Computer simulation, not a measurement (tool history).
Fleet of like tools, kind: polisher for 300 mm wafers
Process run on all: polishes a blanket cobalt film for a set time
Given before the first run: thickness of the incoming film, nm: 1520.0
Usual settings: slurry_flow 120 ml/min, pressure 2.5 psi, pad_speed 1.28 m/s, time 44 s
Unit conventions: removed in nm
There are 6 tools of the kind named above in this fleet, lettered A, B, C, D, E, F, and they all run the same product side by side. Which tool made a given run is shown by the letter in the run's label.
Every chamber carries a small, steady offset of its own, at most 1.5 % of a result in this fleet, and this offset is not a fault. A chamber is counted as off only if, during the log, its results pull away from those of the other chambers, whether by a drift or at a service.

run,hour,slurry_flow,pressure,pad_speed,time,removed
1A,7.2,120,2.5,1.28,44,397.02
# hour 14.2: chamber C: worn pad replaced by a new one
2E,15.4,120,2.5,1.28,44,389.76
# hour 16.2: chamber A: worn pad replaced by a new one
3F,22.0,120,2.5,1.28,44,400.70
4B,27.9,120,2.5,1.28,44,402.33
5D,36.5,120,2.5,1.28,44,387.61
# hour 38.7: chamber F: worn pad replaced by a new one
6C,42.3,120,2.5,1.28,44,396.83
# hour 43.0: chamber B: worn pad replaced by a new one
7B,49.1,120,2.5,1.28,44,403.55
8D,56.3,120,2.5,1.28,44,389.08
# hour 59.0: chamber E: worn pad replaced by a new one
9A,61.5,120,2.5,1.28,44,394.30
# hour 62.9: chamber C: worn pad replaced by a new one
10C,69.3,120,2.5,1.28,44,397.84
# hour 70.8: chamber D: worn pad replaced by a new one
11E,76.0,155,3.1,1.28,44,513.63
# hour 83.4: chamber E: slurry nozzle cleaned
12F,83.7,155,3.1,1.28,44,533.39
13A,87.7,155,3.1,1.28,44,503.42
14F,92.0,155,3.1,1.28,44,514.75
# hour 92.1: chamber B: worn pad replaced by a new one
15B,96.9,155,3.1,1.28,44,512.60
# hour 100.5: chamber D: slurry nozzle cleaned
16C,103.2,155,3.1,1.28,44,507.27
# hour 106.6: chamber F: worn pad replaced by a new one
17D,108.1,120,2.5,1.28,44,395.07
18E,112.2,120,2.5,1.28,44,393.06
# hour 115.2: chamber C: worn pad replaced by a new one
19B,117.7,120,2.5,1.28,44,393.93
20A,123.7,120,2.5,1.28,44,388.27
# hour 126.5: chamber E: worn pad replaced by a new one
21E,130.3,120,2.5,1.28,44,387.18
# hour 130.5: chamber A: worn pad replaced by a new one
22D,137.3,120,2.5,1.28,44,400.22
# hour 139.7: chamber D: worn pad replaced by a new one
23F,144.0,120,2.5,1.28,44,396.34
# hour 145.2: chamber B: worn pad replaced by a new one
24C,152.1,120,2.5,1.28,44,380.22
25A,156.3,120,2.5,1.28,44,396.31
# hour 160.6: chamber C: worn pad replaced by a new one
26F,162.0,120,2.5,1.28,44,399.19
27C,170.6,120,2.5,1.28,44,370.49
# hour 171.1: chamber F: slurry nozzle cleaned
28D,175.2,120,2.5,1.06,44,325.06
# hour 175.4: chamber F: worn pad replaced by a new one
29B,182.6,120,2.5,1.06,44,327.18
30E,188.2,120,2.5,1.06,44,321.13
31B,193.1,120,2.5,1.06,44,326.90
32F,200.9,120,2.5,1.06,44,328.38
# hour 204.8: chamber E: head pressure recalibrated
# hour 205.8: chamber E: worn pad replaced by a new one
33A,209.4,120,2.5,1.06,44,325.39
# hour 214.3: chamber C: worn pad replaced by a new one
34C,215.5,120,2.5,1.28,44,373.21
# hour 220.1: chamber D: worn pad replaced by a new one
35D,222.5,120,2.5,1.28,44,399.35
36E,227.6,120,2.5,1.28,59,529.98
37E,235.1,120,2.5,1.28,59,523.52
# hour 237.7: chamber F: head pressure recalibrated
# hour 239.4: chamber F: worn pad replaced by a new one
# hour 239.8: chamber A: worn pad replaced by a new one
38F,242.3,120,2.5,1.28,59,537.63
39D,249.8,120,2.5,1.28,59,530.45
40A,256.5,120,2.5,1.28,59,530.76

All chambers now run identical settings, listed one chamber a line with results as question marks. What results will each chamber show?
41A,262.7,120,2.5,1.28,44,?
41B,262.7,120,2.5,1.28,44,?
41C,262.7,120,2.5,1.28,44,?
41D,262.7,120,2.5,1.28,44,?
41E,262.7,120,2.5,1.28,44,?
41F,262.7,120,2.5,1.28,44,?

run,removed
41A,395.55
41B,400.00
41C,352.15
41D,391.08
41E,397.02
41F,399.20

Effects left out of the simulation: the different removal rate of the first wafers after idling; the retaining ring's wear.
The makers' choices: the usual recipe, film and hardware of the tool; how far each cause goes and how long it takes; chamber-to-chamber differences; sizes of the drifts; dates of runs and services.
